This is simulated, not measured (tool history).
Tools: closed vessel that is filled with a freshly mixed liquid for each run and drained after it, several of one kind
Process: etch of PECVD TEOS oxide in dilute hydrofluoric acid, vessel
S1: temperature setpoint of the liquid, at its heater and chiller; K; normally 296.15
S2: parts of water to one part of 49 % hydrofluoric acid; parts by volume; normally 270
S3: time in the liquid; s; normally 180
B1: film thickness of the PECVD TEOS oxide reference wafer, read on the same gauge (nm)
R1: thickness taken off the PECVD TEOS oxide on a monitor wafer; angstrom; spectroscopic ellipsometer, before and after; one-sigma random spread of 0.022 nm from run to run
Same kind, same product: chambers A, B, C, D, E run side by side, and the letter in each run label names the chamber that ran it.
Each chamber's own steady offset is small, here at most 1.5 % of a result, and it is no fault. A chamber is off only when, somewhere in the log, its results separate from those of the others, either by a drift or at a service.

run 1C hour=11.9 | S1=296.15 S2=270 S3=180 | B1=80.041 | R1=49.811
run 2E hour=23.6 | S1=296.15 S2=270 S3=180 | B1=79.999 | R1=48.853
run 3B hour=33.2 | S1=296.15 S2=270 S3=180 | B1=79.988 | R1=49.376
run 4A hour=40.3 | S1=296.15 S2=270 S3=180 | B1=79.988 | R1=49.422
run 5D hour=50.9 | S1=296.15 S2=270 S3=180 | B1=79.959 | R1=49.686
run 6D hour=59.0 | S1=292.15 S2=270 S3=220 | B1=80.008 | R1=52.265
run 7C hour=66.5 | S1=292.15 S2=270 S3=220 | B1=79.989 | R1=52.196
run 8B hour=76.2 | S1=292.15 S2=270 S3=220 | B1=80.019 | R1=52.127
run 9E hour=90.0 | S1=292.15 S2=270 S3=220 | B1=80.009 | R1=52.051
run 10A hour=103.7 | S1=292.15 S2=270 S3=220 | B1=79.986 | R1=52.415
run 11C hour=112.0 | S1=296.15 S2=270 S3=180 | B1=79.976 | R1=49.393
run 12E hour=125.1 | S1=296.15 S2=270 S3=180 | B1=79.992 | R1=49.540
run 13B hour=136.4 | S1=296.15 S2=270 S3=180 | B1=80.013 | R1=49.451
run 14D hour=147.9 | S1=296.15 S2=270 S3=180 | B1=80.007 | R1=50.528
run 15A hour=160.2 | S1=296.15 S2=270 S3=180 | B1=80.012 | R1=49.269
run 16B hour=173.5 | S1=296.15 S2=270 S3=180 | B1=80.008 | R1=49.516
run 17C hour=182.6 | S1=296.15 S2=270 S3=180 | B1=79.989 | R1=49.718
run 18A hour=193.8 | S1=296.15 S2=270 S3=180 | B1=80.001 | R1=49.538
run 19E hour=206.8 | S1=296.15 S2=220 S3=180 | B1=80.025 | R1=62.727
run 20D hour=214.5 | S1=296.15 S2=220 S3=180 | B1=79.998 | R1=65.839
run 21A hour=223.8 | S1=296.15 S2=220 S3=180 | B1=79.978 | R1=63.761
run 22C hour=230.6 | S1=296.15 S2=220 S3=180 | B1=79.988 | R1=64.200
run 23B hour=240.4 | S1=296.15 S2=220 S3=180 | B1=79.986 | R1=64.052
-- hour=243.4 chamber D: hydrofluoric acid flow meter replaced
run 24E hour=247.7 | S1=296.15 S2=270 S3=180 | B1=79.996 | R1=49.140
run 25D hour=257.0 | S1=296.15 S2=270 S3=180 | B1=80.017 | R1=51.716
-- hour=257.4 chamber C: hydrofluoric acid flow meter replaced
run 26C hour=269.5 | S1=296.15 S2=270 S3=180 | B1=80.003 | R1=49.912
run 27B hour=280.7 | S1=296.15 S2=365 S3=80 | B1=79.961 | R1=14.816
run 28D hour=293.5 | S1=296.15 S2=365 S3=80 | B1=79.989 | R1=15.581
run 29A hour=306.8 | S1=296.15 S2=365 S3=80 | B1=79.995 | R1=14.961
run 30E hour=314.3 | S1=296.15 S2=365 S3=80 | B1=80.006 | R1=14.788
run 31E hour=323.3 | S1=296.15 S2=365 S3=80 | B1=80.012 | R1=14.842
run 32A hour=332.9 | S1=293.15 S2=215 S3=180 | B1=79.990 | R1=58.567
run 33D hour=339.4 | S1=293.15 S2=215 S3=180 | B1=80.012 | R1=62.082
run 34C hour=351.3 | S1=293.15 S2=215 S3=180 | B1=80.026 | R1=59.104
run 35B hour=357.8 | S1=293.15 S2=215 S3=180 | B1=80.019 | R1=58.775
run 36A hour=364.9 | S1=293.15 S2=215 S3=180 | B1=79.996 | R1=58.513
run 37D hour=377.8 | S1=296.15 S2=170 S3=105 | B1=79.998 | R1=54.153
run 38B hour=388.0 | S1=296.15 S2=170 S3=105 | B1=79.968 | R1=51.441

Read the log: is a single chamber off, either drifting away or since a service, is the gauge that measures every chamber drifting, or is nothing wrong beyond small per-chamber offsets? Name any odd chamber and what most likely caused it.

Little by little, chamber D moves away from the other chambers.
What lies behind it: liquid hotter than its thermometer reads (K) = 1.63.

Chamber D could run next with any of the 4 candidate recipes listed below; each alters the usual settings, and their results appear as question marks. Which one brings its results back in line with what the other chambers deliver on the usual settings?
To be in line, a result may differ from the other chambers' mean on the usual settings by at most: R1 0.780 angstrom
run 39D-1 hour=397.8 | S1=299.15 S2=270 S3=180 | R1=?
run 39D-2 hour=397.8 | S1=293.15 S2=270 S3=180 | R1=?
run 39D-3 hour=397.8 | S1=298.15 S2=270 S3=180 | R1=?
run 39D-4 hour=397.8 | S1=296.15 S2=285 S3=180 | R1=?

On the usual settings, the other chambers give on average: R1 49.421 angstrom
run=39D-1 R1=58.666
run=39D-2 R1=47.376
run=39D-3 R1=56.684
run=39D-4 R1=49.292
The answer is 39D-4, which returns the chamber to within the allowed miss of the others.
